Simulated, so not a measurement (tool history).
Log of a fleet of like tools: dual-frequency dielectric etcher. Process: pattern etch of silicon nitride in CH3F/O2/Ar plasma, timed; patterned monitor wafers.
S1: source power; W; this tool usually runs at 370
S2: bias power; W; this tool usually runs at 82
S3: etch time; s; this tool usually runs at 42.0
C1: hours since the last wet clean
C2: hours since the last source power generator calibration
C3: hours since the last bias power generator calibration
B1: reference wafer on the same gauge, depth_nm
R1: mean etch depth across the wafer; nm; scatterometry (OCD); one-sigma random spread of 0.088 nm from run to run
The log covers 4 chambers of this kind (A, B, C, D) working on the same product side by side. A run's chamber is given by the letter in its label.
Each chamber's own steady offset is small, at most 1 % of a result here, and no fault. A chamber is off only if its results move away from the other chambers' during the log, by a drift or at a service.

run	hour	S1	S2	S3	C1	C2	C3	B1	R1
1B	14.7	370	82	42.0	146.5	207.8	1504.5	30.091	29.785
2D	23.0	370	82	42.0	433.2	1259.4	2969.2	30.097	29.624
3A	34.3	370	82	42.0	89.6	1658.4	2328.4	30.108	29.800
4C	46.2	370	82	42.0	612.2	4882.1	769.2	30.092	30.031
5D	54.6	370	82	42.0	464.8	1291.0	3000.8	30.108	29.897
# hour 56.3: chamber D: wet clean of the chamber
6A	63.4	370	82	42.0	118.7	1687.5	2357.5	30.096	29.672
7B	76.0	370	82	42.0	207.8	269.1	1565.8	30.106	29.865
8C	84.5	440	82	36.5	650.5	4920.4	807.5	30.085	27.517
9A	93.0	440	82	36.5	148.3	1717.1	2387.1	30.090	27.614
10C	99.6	440	82	36.5	665.6	4935.5	822.6	30.092	27.637
11B	111.6	440	82	36.5	243.4	304.7	1601.4	30.103	27.712
# hour 112.8: chamber C: wet clean of the chamber
12D	120.9	370	82	42.0	64.6	1357.3	3067.1	30.115	29.604
13A	128.1	460	82	42.0	183.4	1752.2	2422.2	30.125	32.278
14B	138.0	460	82	42.0	269.8	331.1	1627.8	30.116	32.367
15C	152.4	460	82	42.0	39.7	4988.3	875.4	30.100	32.346
16D	161.0	460	82	42.0	104.7	1397.4	3107.2	30.113	32.308
17D	175.7	370	82	42.0	119.4	1412.1	3121.9	30.111	29.764
18B	189.4	370	82	33.5	321.2	382.5	1679.2	30.072	23.745
# hour 198.2: chamber D: bias power generator calibrated
19C	200.7	370	82	33.5	88.0	5036.6	923.7	30.104	23.816
20A	210.3	370	82	33.5	265.6	1834.4	2504.4	30.101	23.754
21C	220.8	370	82	33.5	108.1	5056.7	943.8	30.095	23.598
22D	228.7	370	82	42.0	172.4	1465.1	30.6	30.088	29.744
23B	238.0	370	82	42.0	369.8	431.1	1727.8	30.092	29.781
24A	245.2	370	82	42.0	300.5	1869.3	2539.3	30.085	29.751
25A	255.6	370	82	42.0	310.9	1879.7	2549.7	30.098	29.780
26D	268.7	370	82	42.0	212.4	1505.1	70.6	30.115	29.809
27C	278.6	370	82	42.0	165.9	5114.5	1001.6	30.094	29.741
28B	287.8	370	70	42.0	419.6	480.9	1777.6	30.089	28.121
29C	297.0	370	70	42.0	184.3	5132.9	1020.0	30.093	28.131
30D	307.9	370	70	42.0	251.6	1544.3	109.8	30.133	28.045
31B	315.0	370	70	42.0	446.8	508.1	1804.8	30.103	28.214
32A	328.3	370	82	42.0	383.6	1952.4	2622.4	30.078	29.782
# hour 336.7: chamber A: wet clean of the chamber
33B	338.8	370	82	42.0	470.6	531.9	1828.6	30.079	29.722
34A	345.3	370	82	42.0	8.6	1969.4	2639.4	30.111	29.825
35D	359.8	370	82	42.0	303.5	1596.2	161.7	30.113	29.649

The same settings go to every chamber for the next run, one line per chamber below. Forecast the results for each:
36A	370.5	370	94	42.0					?
36B	370.5	370	94	42.0					?
36C	370.5	370	94	42.0					?
36D	370.5	370	94	42.0					?

run	R1
36A	31.173
36B	31.206
36C	31.321
36D	31.257

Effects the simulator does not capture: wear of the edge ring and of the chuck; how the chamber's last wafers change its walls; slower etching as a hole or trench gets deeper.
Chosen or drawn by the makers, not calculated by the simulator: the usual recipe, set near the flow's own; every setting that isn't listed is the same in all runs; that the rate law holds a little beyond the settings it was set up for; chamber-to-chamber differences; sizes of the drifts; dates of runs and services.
